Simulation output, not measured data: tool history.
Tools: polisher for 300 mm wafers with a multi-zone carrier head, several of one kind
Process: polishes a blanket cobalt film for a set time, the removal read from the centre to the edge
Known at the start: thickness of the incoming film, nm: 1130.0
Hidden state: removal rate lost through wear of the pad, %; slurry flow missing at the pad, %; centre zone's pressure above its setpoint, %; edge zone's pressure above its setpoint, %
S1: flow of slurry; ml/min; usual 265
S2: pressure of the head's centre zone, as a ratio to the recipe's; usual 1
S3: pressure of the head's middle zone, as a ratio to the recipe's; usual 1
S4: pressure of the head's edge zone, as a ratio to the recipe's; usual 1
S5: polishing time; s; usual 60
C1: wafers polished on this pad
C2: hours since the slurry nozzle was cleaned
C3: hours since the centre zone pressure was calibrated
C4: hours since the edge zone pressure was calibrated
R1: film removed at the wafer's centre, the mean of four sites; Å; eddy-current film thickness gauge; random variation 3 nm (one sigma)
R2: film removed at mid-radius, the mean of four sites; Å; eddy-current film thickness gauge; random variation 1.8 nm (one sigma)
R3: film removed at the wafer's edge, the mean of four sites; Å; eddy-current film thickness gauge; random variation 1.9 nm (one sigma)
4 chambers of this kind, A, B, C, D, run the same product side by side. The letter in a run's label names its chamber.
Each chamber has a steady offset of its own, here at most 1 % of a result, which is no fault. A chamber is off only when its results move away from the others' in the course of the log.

{"run": "1A", "hour": 6.2, "S1": 265, "S2": 1, "S3": 1, "S4": 1, "S5": 60, "C1": 263, "C2": 143.7, "C3": 476.8, "C4": 115.2, "R1": 2267.7, "R2": 2319.4, "R3": 2316.5}
{"run": "2D", "hour": 14.1, "S1": 265, "S2": 1, "S3": 1, "S4": 1, "S5": 60, "C1": 527, "C2": 43.7, "C3": 324.8, "C4": 145, "R1": 2323.7, "R2": 2313.1, "R3": 2329.2}
{"run": "3C", "hour": 25.0, "S1": 265, "S2": 1, "S3": 1, "S4": 1, "S5": 60, "C1": 361, "C2": 353.2, "C3": 383.9, "C4": 296.6, "R1": 2319.9, "R2": 2336.2, "R3": 2269.7}
{"hour": 32.6, "done": "chamber B: worn pad replaced by a new one"}
{"run": "4B", "hour": 34.9, "S1": 265, "S2": 1, "S3": 1, "S4": 1, "S5": 60, "C1": 27, "C2": 356.5, "C3": 184.7, "C4": 535.8, "R1": 2340.4, "R2": 2328.5, "R3": 2308.3}
{"run": "5A", "hour": 43.4, "S1": 265, "S2": 1, "S3": 1, "S4": 1, "S5": 60, "C1": 691, "C2": 180.9, "C3": 514, "C4": 152.4, "R1": 2311.2, "R2": 2284.4, "R3": 2338.7}
{"run": "6C", "hour": 52.5, "S1": 265, "S2": 1, "S3": 1, "S4": 1, "S5": 60, "C1": 677, "C2": 380.7, "C3": 411.4, "C4": 324.1, "R1": 2308.6, "R2": 2302.1, "R3": 2302.8}
{"hour": 55.9, "done": "chamber C: worn pad replaced by a new one"}
{"run": "7B", "hour": 58.6, "S1": 265, "S2": 1, "S3": 1, "S4": 1, "S5": 60, "C1": 300, "C2": 380.2, "C3": 208.4, "C4": 559.5, "R1": 2380, "R2": 2337.6, "R3": 2327.1}
{"run": "8D", "hour": 67.7, "S1": 265, "S2": 1, "S3": 1, "S4": 1, "S5": 60, "C1": 1144, "C2": 97.3, "C3": 378.4, "C4": 198.6, "R1": 2321.4, "R2": 2365.4, "R3": 2375.3}
{"run": "9A", "hour": 76.1, "S1": 265, "S2": 1, "S3": 1, "S4": 1, "S5": 60, "C1": 1067, "C2": 213.6, "C3": 546.7, "C4": 185.1, "R1": 2359, "R2": 2328.3, "R3": 2309.6}
{"run": "10D", "hour": 83.0, "S1": 265, "S2": 1, "S3": 1, "S4": 1.05, "S5": 51, "C1": 1320, "C2": 112.6, "C3": 393.7, "C4": 213.9, "R1": 1951.7, "R2": 1950.1, "R3": 2071.1}
{"run": "11B", "hour": 93.9, "S1": 265, "S2": 1, "S3": 1, "S4": 1.05, "S5": 51, "C1": 706, "C2": 415.5, "C3": 243.7, "C4": 594.8, "R1": 2028.9, "R2": 1985.1, "R3": 2006}
{"run": "12C", "hour": 106.8, "S1": 265, "S2": 1, "S3": 1, "S4": 1.05, "S5": 51, "C1": 586, "C2": 435, "C3": 465.7, "C4": 378.4, "R1": 1989.4, "R2": 1979.4, "R3": 2014.7}
{"run": "13A", "hour": 112.5, "S1": 265, "S2": 1, "S3": 1, "S4": 1.05, "S5": 51, "C1": 1486, "C2": 250, "C3": 583.1, "C4": 221.5, "R1": 2006.7, "R2": 1975.4, "R3": 2007.5}
{"hour": 117.4, "done": "chamber A: worn pad replaced by a new one"}
{"run": "14C", "hour": 120.9, "S1": 265, "S2": 1, "S3": 1, "S4": 1.11, "S5": 60, "C1": 748, "C2": 449.1, "C3": 479.8, "C4": 392.5, "R1": 2333.1, "R2": 2302.9, "R3": 2421.2}
{"hour": 124.2, "done": "chamber B: worn pad replaced by a new one"}
{"hour": 129.0, "done": "chamber C: worn pad replaced by a new one"}
{"run": "15D", "hour": 132.9, "S1": 265, "S2": 1, "S3": 1, "S4": 1.11, "S5": 60, "C1": 1894, "C2": 162.5, "C3": 443.6, "C4": 263.8, "R1": 2303.2, "R2": 2267.9, "R3": 2439.5}
{"run": "16B", "hour": 145.5, "S1": 265, "S2": 1, "S3": 1, "S4": 1.11, "S5": 60, "C1": 245, "C2": 467.1, "C3": 295.3, "C4": 646.4, "R1": 2345.4, "R2": 2351.4, "R3": 2446.9}
{"run": "17A", "hour": 153.1, "S1": 265, "S2": 1, "S3": 1, "S4": 1.11, "S5": 60, "C1": 411, "C2": 290.6, "C3": 623.7, "C4": 262.1, "R1": 2293.5, "R2": 2299.5, "R3": 2434.9}
{"run": "18C", "hour": 160.2, "S1": 265, "S2": 1, "S3": 1, "S4": 1, "S5": 60, "C1": 359, "C2": 488.4, "C3": 519.1, "C4": 431.8, "R1": 2360.3, "R2": 2296, "R3": 2321.4}
{"run": "19B", "hour": 172.3, "S1": 265, "S2": 1, "S3": 1, "S4": 1, "S5": 60, "C1": 553, "C2": 493.9, "C3": 322.1, "C4": 673.2, "R1": 2305.7, "R2": 2322.8, "R3": 2312}
{"run": "20D", "hour": 183.3, "S1": 265, "S2": 1, "S3": 1, "S4": 1, "S5": 60, "C1": 2474, "C2": 212.9, "C3": 494, "C4": 314.2, "R1": 2282.1, "R2": 2226.6, "R3": 2270.9}
{"run": "21B", "hour": 189.5, "S1": 265, "S2": 1, "S3": 1, "S4": 1, "S5": 60, "C1": 751, "C2": 511.1, "C3": 339.3, "C4": 690.4, "R1": 2392.9, "R2": 2332.1, "R3": 2281.1}
{"hour": 189.9, "done": "chamber C: worn pad replaced by a new one"}
{"hour": 200.5, "done": "chamber B: worn pad replaced by a new one"}
{"run": "22A", "hour": 201.5, "S1": 265, "S2": 1, "S3": 1, "S4": 1, "S5": 60, "C1": 968, "C2": 339, "C3": 672.1, "C4": 310.5, "R1": 2286.8, "R2": 2304.1, "R3": 2301.9}
{"run": "23D", "hour": 214.5, "S1": 265, "S2": 1, "S3": 1, "S4": 1, "S5": 60, "C1": 2833, "C2": 244.1, "C3": 525.2, "C4": 345.4, "R1": 2223.4, "R2": 2223.5, "R3": 2176.5}
{"run": "24C", "hour": 227.4, "S1": 265, "S2": 1, "S3": 1, "S4": 1, "S5": 60, "C1": 431, "C2": 555.6, "C3": 586.3, "C4": 499, "R1": 2364.2, "R2": 2313.6, "R3": 2289.6}
{"hour": 228.8, "done": "chamber A: worn pad replaced by a new one"}
{"run": "25D", "hour": 237.3, "S1": 200, "S2": 1, "S3": 1, "S4": 1, "S5": 60, "C1": 3095, "C2": 266.9, "C3": 548, "C4": 368.2, "R1": 2131.7, "R2": 2094.5, "R3": 2121.5}
{"run": "26C", "hour": 247.4, "S1": 200, "S2": 1, "S3": 1, "S4": 1, "S5": 60, "C1": 661, "C2": 575.6, "C3": 606.3, "C4": 519, "R1": 2217.1, "R2": 2229.9, "R3": 2240}
{"hour": 252.1, "done": "chamber C: worn pad replaced by a new one"}
{"hour": 254.3, "done": "chamber B: centre zone pressure recalibrated"}
{"run": "27A", "hour": 259.7, "S1": 200, "S2": 1, "S3": 1, "S4": 1, "S5": 60, "C1": 356, "C2": 397.2, "C3": 730.3, "C4": 368.7, "R1": 2249.3, "R2": 2223, "R3": 2254.3}
{"run": "28B", "hour": 268.9, "S1": 200, "S2": 1, "S3": 1, "S4": 1, "S5": 60, "C1": 787, "C2": 590.5, "C3": 14.7, "C4": 769.8, "R1": 2194.4, "R2": 2271.1, "R3": 2278.6}
{"hour": 270.2, "done": "chamber B: worn pad replaced by a new one"}
{"run": "29A", "hour": 279.1, "S1": 265, "S2": 1, "S3": 1, "S4": 1, "S5": 60, "C1": 579, "C2": 416.6, "C3": 749.7, "C4": 388.1, "R1": 2384.7, "R2": 2316.9, "R3": 2314}
{"run": "30B", "hour": 288.3, "S1": 265, "S2": 1, "S3": 1, "S4": 1, "S5": 60, "C1": 209, "C2": 609.9, "C3": 34.1, "C4": 789.2, "R1": 2335, "R2": 2325.3, "R3": 2286.8}
{"hour": 292.6, "done": "chamber A: slurry nozzle cleaned"}
{"run": "31C", "hour": 295.2, "S1": 265, "S2": 1, "S3": 1, "S4": 1, "S5": 60, "C1": 496, "C2": 623.4, "C3": 654.1, "C4": 566.8, "R1": 2347.6, "R2": 2304.8, "R3": 2288.6}
{"run": "32D", "hour": 302.6, "S1": 265, "S2": 1, "S3": 1, "S4": 1, "S5": 60, "C1": 3846, "C2": 332.2, "C3": 613.3, "C4": 433.5, "R1": 2123.8, "R2": 2116.5, "R3": 2164.7}
{"run": "33B", "hour": 312.1, "S1": 265, "S2": 1, "S3": 1, "S4": 1, "S5": 60, "C1": 482, "C2": 633.7, "C3": 57.9, "C4": 813, "R1": 2324.7, "R2": 2316.9, "R3": 2299.7}
{"hour": 320.3, "done": "chamber C: worn pad replaced by a new one"}
{"run": "34C", "hour": 322.7, "S1": 265, "S2": 1, "S3": 1, "S4": 1, "S5": 60, "C1": 28, "C2": 650.9, "C3": 681.6, "C4": 594.3, "R1": 2384.2, "R2": 2328.1, "R3": 2300}
{"hour": 327.8, "done": "chamber A: edge zone pressure recalibrated"}
{"run": "35D", "hour": 330.8, "S1": 265, "S2": 1, "S3": 1, "S4": 1, "S5": 60, "C1": 4171, "C2": 360.4, "C3": 641.5, "C4": 461.7, "R1": 2109.2, "R2": 2102.7, "R3": 2111.8}
{"run": "36A", "hour": 338.8, "S1": 265, "S2": 1, "S3": 1, "S4": 1, "S5": 60, "C1": 1266, "C2": 46.3, "C3": 809.4, "C4": 11.1, "R1": 2325.6, "R2": 2288.9, "R3": 2297.7}
{"run": "37A", "hour": 345.2, "S1": 265, "S2": 1, "S3": 1, "S4": 1, "S5": 60, "C1": 1339, "C2": 52.7, "C3": 815.8, "C4": 17.5, "R1": 2348.7, "R2": 2275, "R3": 2302.4}
{"run": "38C", "hour": 350.8, "S1": 265, "S2": 0.91, "S3": 1.08, "S4": 1, "S5": 60, "C1": 352, "C2": 679, "C3": 709.7, "C4": 622.4, "R1": 2127.8, "R2": 2497.5, "R3": 2297.6}
{"hour": 353.3, "done": "chamber B: worn pad replaced by a new one"}
{"run": "39B", "hour": 356.7, "S1": 265, "S2": 0.91, "S3": 1.08, "S4": 1, "S5": 60, "C1": 39, "C2": 678.3, "C3": 102.5, "C4": 857.6, "R1": 2132.9, "R2": 2510.7, "R3": 2303.9}

All 4 chambers run these settings next. Forecast each chamber's results:
{"run": "40A", "hour": 366.0, "S1": 265, "S2": 1, "S3": 1, "S4": 1, "S5": 60, "R1": "?", "R2": "?", "R3": "?"}
{"run": "40B", "hour": 366.0, "S1": 265, "S2": 1, "S3": 1, "S4": 1, "S5": 60, "R1": "?", "R2": "?", "R3": "?"}
{"run": "40C", "hour": 366.0, "S1": 265, "S2": 1, "S3": 1, "S4": 1, "S5": 60, "R1": "?", "R2": "?", "R3": "?"}
{"run": "40D", "hour": 366.0, "S1": 265, "S2": 1, "S3": 1, "S4": 1, "S5": 60, "R1": "?", "R2": "?", "R3": "?"}

run=40A R1=2293.2 R2=2261.3 R3=2312
run=40B R1=2332.3 R2=2309.9 R3=2305.3
run=40C R1=2332.8 R2=2304.9 R3=2293.5
run=40D R1=2079.9 R2=2064.9 R3=2105.1

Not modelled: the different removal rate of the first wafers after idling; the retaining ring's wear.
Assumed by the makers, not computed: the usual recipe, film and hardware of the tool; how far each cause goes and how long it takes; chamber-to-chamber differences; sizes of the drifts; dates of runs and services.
